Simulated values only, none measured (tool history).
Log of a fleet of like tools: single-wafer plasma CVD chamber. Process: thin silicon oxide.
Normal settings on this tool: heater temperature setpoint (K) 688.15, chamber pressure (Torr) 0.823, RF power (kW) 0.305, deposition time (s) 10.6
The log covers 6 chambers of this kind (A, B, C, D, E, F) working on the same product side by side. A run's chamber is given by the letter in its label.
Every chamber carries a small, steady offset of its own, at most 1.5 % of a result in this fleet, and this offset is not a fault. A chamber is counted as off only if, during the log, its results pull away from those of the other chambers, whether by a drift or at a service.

run	hour	heater temperature setpoint (K)	chamber pressure (Torr)	RF power (kW)	deposition time (s)	hours since the last thermocouple change	hours since the last RF generator calibration	hours since the last manometer calibration	read-back reference wafer on the same gauge, thickness_nm	mean film thickness on the monitor wafer (nm)
1F	12.6	688.15	0.823	0.305	10.6	198.5	968	1357.8	16.886	19.823
2B	21	688.15	0.823	0.305	10.6	127.5	178.5	1675.1	16.878	20.075
3E	33.5	688.15	0.823	0.305	10.6	1726.5	1319.8	1103.9	16.899	19.787
4D	44.5	688.15	0.823	0.305	10.6	1630.1	1158.4	1006.7	16.91	19.868
5C	56.3	688.15	0.823	0.305	10.6	700.4	1123.2	1070.9	16.897	19.916
6A	64.7	682.15	0.823	0.305	10.6	343.1	1702.8	1429.9	16.909	19.958
7B	77.8	682.15	0.823	0.305	10.6	184.3	235.3	1731.9	16.9	20.425
8E	91.3	682.15	0.823	0.305	10.6	1784.3	1377.6	1161.7	16.893	20.104
9A	103.8	682.15	0.823	0.305	10.6	382.2	1741.9	1469	16.888	20.053
10F	112.9	682.15	0.823	0.305	10.6	298.8	1068.3	1458.1	16.893	19.789
11C	126.5	682.15	0.823	0.305	10.6	770.6	1193.4	1141.1	16.897	19.958
# hour 136: chamber C: capacitance manometer re-zeroed and calibrated
12D	142.7	688.15	0.823	0.305	10.6	1728.3	1256.6	1104.9	16.918	19.822
# hour 146.8: chamber A: RF generator calibrated
13A	158.8	688.15	0.823	0.305	10.6	437.2	12.1	1524	16.896	19.947
14E	170.5	688.15	0.823	0.305	10.6	1863.5	1456.8	1240.9	16.916	19.936
15F	179	688.15	0.698	0.305	10.6	364.9	1134.4	1524.2	16.903	16.753
# hour 184.7: chamber C: thermocouple changed; heater temperature recalibrated
16B	188.4	688.15	0.698	0.305	10.6	294.9	345.9	1842.5	16.9	17.052
17C	198.8	688.15	0.698	0.305	10.6	14.1	1265.7	62.8	16.897	16.842
18D	211.5	688.15	0.698	0.305	10.6	1797.1	1325.4	1173.7	16.893	16.915
# hour 214.9: chamber A: capacitance manometer re-zeroed and calibrated
19B	226	688.15	0.698	0.305	10.6	332.5	383.5	1880.1	16.904	17.288
20C	239.7	688.15	0.698	0.305	10.6	55	1306.6	103.7	16.894	16.824
# hour 250.3: chamber C: RF generator calibrated
21D	254.7	688.15	0.823	0.305	10.6	1840.3	1368.6	1216.9	16.891	19.591
# hour 258.9: chamber E: RF generator calibrated
22F	265.9	688.15	0.823	0.305	10.6	451.8	1221.3	1611.1	16.898	19.74
23A	277.5	688.15	0.823	0.305	10.6	555.9	130.8	62.7	16.904	19.857
24E	286.1	688.15	0.823	0.305	10.6	1979.1	27.2	1356.5	16.912	19.854
# hour 297.3: chamber E: thermocouple changed; heater temperature recalibrated
25F	301.8	688.15	0.823	0.305	9.5	487.7	1257.2	1647	16.908	17.77
26E	317.9	688.15	0.823	0.305	9.5	20.6	59	1388.3	16.903	17.773
# hour 321.7: chamber F: capacitance manometer re-zeroed and calibrated
27D	329.4	688.15	0.823	0.305	9.5	1915	1443.3	1291.6	16.901	17.405
28C	336.8	688.15	0.823	0.305	9.5	152.1	86.6	200.8	16.918	17.724
29B	350.3	688.15	0.823	0.305	9.5	456.8	507.8	2004.4	16.887	18.092
30A	360.7	688.15	0.823	0.305	9.5	639.1	214	145.9	16.913	17.806
31C	376.5	688.15	0.823	0.305	10.6	191.8	126.3	240.5	16.905	19.938
32B	388.7	688.15	0.823	0.305	9.5	495.2	546.2	2042.8	16.906	18.212
33A	401.8	688.15	0.823	0.305	9.5	680.2	255.1	187	16.904	17.921
34E	409.5	688.15	0.823	0.305	9.5	112.2	150.6	1479.9	16.913	17.93
35F	424	688.15	0.823	0.305	9.5	609.9	1379.4	102.4	16.912	17.555
# hour 431.6: chamber E: capacitance manometer re-zeroed and calibrated
36D	432.4	688.15	0.823	0.305	9.5	2018	1546.3	1394.6	16.889	17.24
37F	446.1	688.15	0.823	0.305	9.5	632	1401.5	124.5	16.878	17.833
# hour 447.1: chamber D: thermocouple changed; heater temperature recalibrated
38E	457.7	688.15	0.823	0.305	10.6	160.4	198.8	26.2	16.897	19.807
39B	473.2	688.15	0.823	0.305	10.6	579.7	630.7	2127.3	16.881	20.3
40C	480.8	688.15	0.823	0.305	10.6	296.1	230.6	344.8	16.902	20.043
41A	488.3	688.15	0.823	0.27	9.8	766.7	341.6	273.5	16.902	17.586
42D	497.5	688.15	0.823	0.27	9.8	50.4	1611.4	1459.7	16.894	16.886

Next, all 6 chambers run the settings below, one line each with question marks for the results. What does each chamber give?
43A	509.3	688.15	1.011	0.305	10.6					?
43B	509.3	688.15	1.011	0.305	10.6					?
43C	509.3	688.15	1.011	0.305	10.6					?
43D	509.3	688.15	1.011	0.305	10.6					?
43E	509.3	688.15	1.011	0.305	10.6					?
43F	509.3	688.15	1.011	0.305	10.6					?

run	mean film thickness on the monitor wafer (nm)
43A	23.507
43B	23.949
43C	23.565
43D	22.681
43E	23.535
43F	23.231
